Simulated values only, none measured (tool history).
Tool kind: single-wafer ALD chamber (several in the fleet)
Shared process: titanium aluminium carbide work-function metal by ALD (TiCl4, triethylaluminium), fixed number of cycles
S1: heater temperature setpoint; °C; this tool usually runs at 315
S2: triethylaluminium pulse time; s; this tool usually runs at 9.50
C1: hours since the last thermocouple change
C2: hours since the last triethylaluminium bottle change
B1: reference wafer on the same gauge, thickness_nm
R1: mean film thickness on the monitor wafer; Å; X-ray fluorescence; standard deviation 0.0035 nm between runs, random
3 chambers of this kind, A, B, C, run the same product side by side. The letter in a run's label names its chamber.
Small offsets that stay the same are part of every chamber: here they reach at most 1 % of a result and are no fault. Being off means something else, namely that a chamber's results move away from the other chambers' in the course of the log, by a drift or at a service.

run	hour	S1	S2	C1	C2	B1	R1
1B	8.5	315	9.50	390.6	896.5	2.0414	21.125
2C	14.8	315	9.50	1004.8	385.5	2.0407	21.154
3A	20.1	315	9.50	111.2	634.5	2.0409	21.357
4C	31.1	315	9.50	1021.1	401.8	2.0414	21.166
5B	39.1	315	9.50	421.2	927.1	2.0418	21.190
6A	46.5	315	9.50	137.6	660.9	2.0420	21.325
7C	55.3	315	9.50	1045.3	426.0	2.0428	21.223
8B	65.5	320	12.68	447.6	953.5	2.0429	22.097
9A	75.9	320	12.68	167.0	690.3	2.0444	22.366
10A	82.4	320	12.68	173.5	696.8	2.0443	22.355
11C	87.2	308	8.25	1077.2	457.9	2.0449	20.191
12B	95.0	308	8.25	477.1	983.0	2.0450	20.151
13B	103.5	308	8.25	485.6	991.5	2.0448	20.098
14C	108.8	315	9.50	1098.8	479.5	2.0451	21.196
15A	115.6	315	9.50	206.7	730.0	2.0457	21.378
16B	124.4	315	9.50	506.5	1012.4	2.0471	21.226
17A	130.9	315	9.50	222.0	745.3	2.0464	21.398
18C	136.6	315	9.50	1126.6	507.3	2.0466	21.232
19C	143.3	315	9.50	1133.3	514.0	2.0476	21.193
20B	149.5	315	9.50	531.6	1037.5	2.0476	21.276
21A	159.8	315	9.50	250.9	774.2	2.0484	21.395
22C	170.5	315	9.50	1160.5	541.2	2.0493	21.252
23A	176.3	315	9.50	267.4	790.7	2.0493	21.422
24B	185.6	315	9.50	567.7	1073.6	2.0493	21.238
25B	191.9	315	9.50	574.0	1079.9	2.0500	21.242
26A	199.7	315	9.50	290.8	814.1	2.0503	21.419
27C	206.2	315	9.50	1196.2	576.9	2.0506	21.237
28C	216.3	315	9.50	1206.3	587.0	2.0512	21.363
29B	227.1	315	9.50	609.2	1115.1	2.0514	21.257
# hour 228.5: chamber A: triethylaluminium bottle replaced
30A	234.7	315	9.50	325.8	6.3	2.0522	21.448
31B	242.4	315	9.50	624.5	1130.4	2.0530	21.267
32C	250.6	315	9.50	1240.6	621.3	2.0527	21.349
33A	256.5	315	9.50	347.6	28.1	2.0540	21.467
34A	264.7	315	9.50	355.8	36.3	2.0539	21.523

Next, every chamber runs the same settings. What will each give?
35A	272.6	315	9.50				?
35B	272.6	315	9.50				?
35C	272.6	315	9.50				?

run	R1
35A	21.499
35B	21.264
35C	21.287
